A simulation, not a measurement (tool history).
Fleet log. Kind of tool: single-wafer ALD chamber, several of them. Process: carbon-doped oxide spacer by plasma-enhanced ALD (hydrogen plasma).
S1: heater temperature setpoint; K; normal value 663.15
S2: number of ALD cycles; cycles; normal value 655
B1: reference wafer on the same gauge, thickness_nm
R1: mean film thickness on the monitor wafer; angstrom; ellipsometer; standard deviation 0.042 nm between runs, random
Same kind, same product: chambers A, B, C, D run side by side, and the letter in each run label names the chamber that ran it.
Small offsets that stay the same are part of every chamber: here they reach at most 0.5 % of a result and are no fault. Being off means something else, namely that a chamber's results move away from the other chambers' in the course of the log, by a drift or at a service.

run 1D hour=5.9 | S1=663.15 S2=655 | B1=37.491 | R1=328.25
run 2B hour=16.1 | S1=663.15 S2=655 | B1=37.504 | R1=328.32
run 3C hour=24.2 | S1=663.15 S2=655 | B1=37.496 | R1=327.84
run 4A hour=30 | S1=663.15 S2=655 | B1=37.478 | R1=327.71
run 5C hour=40.8 | S1=663.15 S2=655 | B1=37.479 | R1=328.4
run 6A hour=49.4 | S1=663.15 S2=655 | B1=37.476 | R1=327.33
run 7D hour=54.9 | S1=663.15 S2=655 | B1=37.483 | R1=328.53
run 8B hour=66.3 | S1=663.15 S2=655 | B1=37.465 | R1=328.8
run 9B hour=74.7 | S1=663.15 S2=655 | B1=37.454 | R1=327.5
run 10A hour=81.4 | S1=663.15 S2=655 | B1=37.459 | R1=327.28
run 11D hour=89.6 | S1=663.15 S2=655 | B1=37.441 | R1=328.11
run 12C hour=100.9 | S1=674.15 S2=549 | B1=37.442 | R1=273.64
run 13C hour=109.4 | S1=674.15 S2=549 | B1=37.429 | R1=273.19
run 14A hour=114.8 | S1=674.15 S2=549 | B1=37.436 | R1=273.24
run 15B hour=126.4 | S1=674.15 S2=549 | B1=37.432 | R1=273.84
run 16D hour=137.1 | S1=663.15 S2=655 | B1=37.415 | R1=327.4
run 17B hour=145.8 | S1=663.15 S2=655 | B1=37.429 | R1=328.01
run 18A hour=156.3 | S1=673.15 S2=550 | B1=37.396 | R1=274.48
run 19D hour=163.8 | S1=673.15 S2=550 | B1=37.404 | R1=275.06
run 20C hour=171.9 | S1=673.15 S2=550 | B1=37.397 | R1=274.08
run 21A hour=181.5 | S1=673.15 S2=550 | B1=37.395 | R1=274.27
run 22D hour=189.4 | S1=676.15 S2=707 | B1=37.397 | R1=351.29
run 23B hour=197.4 | S1=676.15 S2=707 | B1=37.385 | R1=349.52
run 24C hour=206.1 | S1=676.15 S2=707 | B1=37.382 | R1=349.95
run 25D hour=217.9 | S1=676.15 S2=707 | B1=37.366 | R1=349.8
run 26B hour=228.8 | S1=663.15 S2=655 | B1=37.363 | R1=327.05
run 27A hour=239.8 | S1=673.15 S2=573 | B1=37.359 | R1=284.96
run 28C hour=252.2 | S1=673.15 S2=573 | B1=37.342 | R1=285.59
run 29A hour=260.5 | S1=673.15 S2=573 | B1=37.346 | R1=285.29
run 30C hour=266.8 | S1=673.15 S2=573 | B1=37.34 | R1=285.14
run 31B hour=277.2 | S1=663.15 S2=655 | B1=37.342 | R1=326.75
run 32D hour=285.3 | S1=663.15 S2=655 | B1=37.336 | R1=327.07
run 33D hour=293.4 | S1=663.15 S2=655 | B1=37.315 | R1=327.49
run 34C hour=300.8 | S1=650.15 S2=655 | B1=37.332 | R1=326.54
run 35B hour=312.9 | S1=650.15 S2=655 | B1=37.329 | R1=327.81
run 36A hour=319.8 | S1=650.15 S2=655 | B1=37.312 | R1=326.03
run 37A hour=329.5 | S1=650.15 S2=655 | B1=37.303 | R1=325.47

All chambers now run identical settings, listed one chamber a line with results as question marks. What results will each chamber show?
run 38A hour=338.5 | S1=663.15 S2=579 | R1=?
run 38B hour=338.5 | S1=663.15 S2=579 | R1=?
run 38C hour=338.5 | S1=663.15 S2=579 | R1=?
run 38D hour=338.5 | S1=663.15 S2=579 | R1=?

run=38A R1=287.61
run=38B R1=288.97
run=38C R1=287.62
run=38D R1=288.78
